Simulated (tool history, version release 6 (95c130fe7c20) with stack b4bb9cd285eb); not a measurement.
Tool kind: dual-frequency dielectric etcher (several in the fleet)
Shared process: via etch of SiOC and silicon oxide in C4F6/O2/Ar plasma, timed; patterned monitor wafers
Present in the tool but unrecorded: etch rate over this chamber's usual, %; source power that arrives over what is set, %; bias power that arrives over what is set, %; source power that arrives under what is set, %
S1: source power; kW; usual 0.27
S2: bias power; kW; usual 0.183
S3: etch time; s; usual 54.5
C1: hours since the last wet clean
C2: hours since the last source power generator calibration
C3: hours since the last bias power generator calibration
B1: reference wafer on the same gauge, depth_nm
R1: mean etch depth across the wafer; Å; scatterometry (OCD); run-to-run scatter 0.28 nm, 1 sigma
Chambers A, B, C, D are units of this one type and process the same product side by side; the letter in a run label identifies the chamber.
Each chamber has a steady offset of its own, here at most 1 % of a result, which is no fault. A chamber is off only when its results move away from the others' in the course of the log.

run,hour,S1,S2,S3,C1,C2,C3,B1,R1
1C,3.4,0.27,0.183,54.5,100.8,91.2,1600.9,59.804,532.24
2A,6.1,0.27,0.183,54.5,238.4,4241,2001.6,59.798,534.57
3B,10.3,0.27,0.183,54.5,291.2,2058.5,368,59.746,530.61
4D,13.1,0.27,0.183,54.5,430.7,1783.6,624.5,59.835,536.89
5C,16.8,0.27,0.183,54.5,114.2,104.6,1614.3,59.822,531.39
6A,19.5,0.27,0.183,54.5,251.8,4254.4,2015,59.739,540.73
7D,22.6,0.27,0.183,54.5,440.2,1793.1,634,59.812,537.31
8B,24.8,0.27,0.183,54.5,305.7,2073,382.5,59.816,527
9C,27.4,0.27,0.183,54.5,124.8,115.2,1624.9,59.809,535.59
10A,29.4,0.27,0.183,54.5,261.7,4264.3,2024.9,59.779,539.49
11D,31.9,0.27,0.183,54.5,449.5,1802.4,643.3,59.809,536.64
12B,36.1,0.33,0.183,54.5,317,2084.3,393.8,59.792,571
13C,40.8,0.33,0.183,54.5,138.2,128.6,1638.3,59.823,576.66
14A,44,0.33,0.183,54.5,276.3,4278.9,2039.5,59.8,579.64
15B,47.3,0.33,0.183,54.5,328.2,2095.5,405,59.817,574.91
16D,51,0.27,0.183,54.5,468.6,1821.5,662.4,59.691,531.87
17A,55.4,0.27,0.183,54.5,287.7,4290.3,2050.9,59.726,537.04
18D,59.6,0.27,0.183,54.5,477.2,1830.1,671,59.764,539.84
19C,62,0.27,0.183,54.5,159.4,149.8,1659.5,59.801,535.18
20B,65.2,0.27,0.183,54.5,346.1,2113.4,422.9,59.932,528.94
# hour 65.9: chamber A: bias power generator calibrated
21B,67.7,0.27,0.183,54.5,348.6,2115.9,425.4,59.83,532.14
22C,70.8,0.27,0.183,54.5,168.2,158.6,1668.3,59.825,533.55
23D,75,0.27,0.183,54.5,492.6,1845.5,686.4,59.752,538.46
24A,78.4,0.27,0.183,54.5,310.7,4313.3,12.5,59.755,535.63
25C,82,0.27,0.183,54.5,179.4,169.8,1679.5,59.836,537.22
# hour 86.2: chamber A: source power generator calibrated
26A,86.5,0.27,0.183,54.5,318.8,0.4,20.6,59.742,536.74
27D,89.3,0.27,0.183,54.5,506.9,1859.8,700.7,59.761,532.78
28B,93,0.27,0.183,54.5,373.9,2141.2,450.7,59.814,533.84
29A,96.6,0.27,0.183,54.5,328.9,10.5,30.7,59.749,537.85
30B,99.9,0.27,0.183,54.5,380.8,2148.1,457.6,59.82,533.48
31D,104.2,0.27,0.183,54.5,521.8,1874.7,715.6,59.906,538.68
32C,108.5,0.27,0.183,54.5,205.9,196.3,1706,59.811,531.6
33C,111.6,0.25,0.155,54.5,209,199.4,1709.1,59.762,483.61
34B,114.8,0.25,0.155,54.5,395.7,2163,472.5,59.835,488.73
35D,118.7,0.25,0.155,54.5,536.3,1889.2,730.1,59.781,489.31
36A,122.5,0.25,0.155,54.5,354.8,36.4,56.6,59.866,496.18
37D,126.8,0.27,0.183,54.5,544.4,1897.3,738.2,59.714,535.55
38B,130.9,0.27,0.183,54.5,411.8,2179.1,488.6,59.817,527.82
39C,135,0.27,0.183,54.5,232.4,222.8,1732.5,59.743,531
40A,137.3,0.27,0.183,54.5,369.6,51.2,71.4,59.78,538.79

The same settings go to every chamber for the next run, one line per chamber below. Forecast the results for each:
41A,140.7,0.27,0.183,69.5,,,,,?
41B,140.7,0.27,0.183,69.5,,,,,?
41C,140.7,0.27,0.183,69.5,,,,,?
41D,140.7,0.27,0.183,69.5,,,,,?

run,R1
41A,680.75
41B,675.48
41C,680.39
41D,683.99

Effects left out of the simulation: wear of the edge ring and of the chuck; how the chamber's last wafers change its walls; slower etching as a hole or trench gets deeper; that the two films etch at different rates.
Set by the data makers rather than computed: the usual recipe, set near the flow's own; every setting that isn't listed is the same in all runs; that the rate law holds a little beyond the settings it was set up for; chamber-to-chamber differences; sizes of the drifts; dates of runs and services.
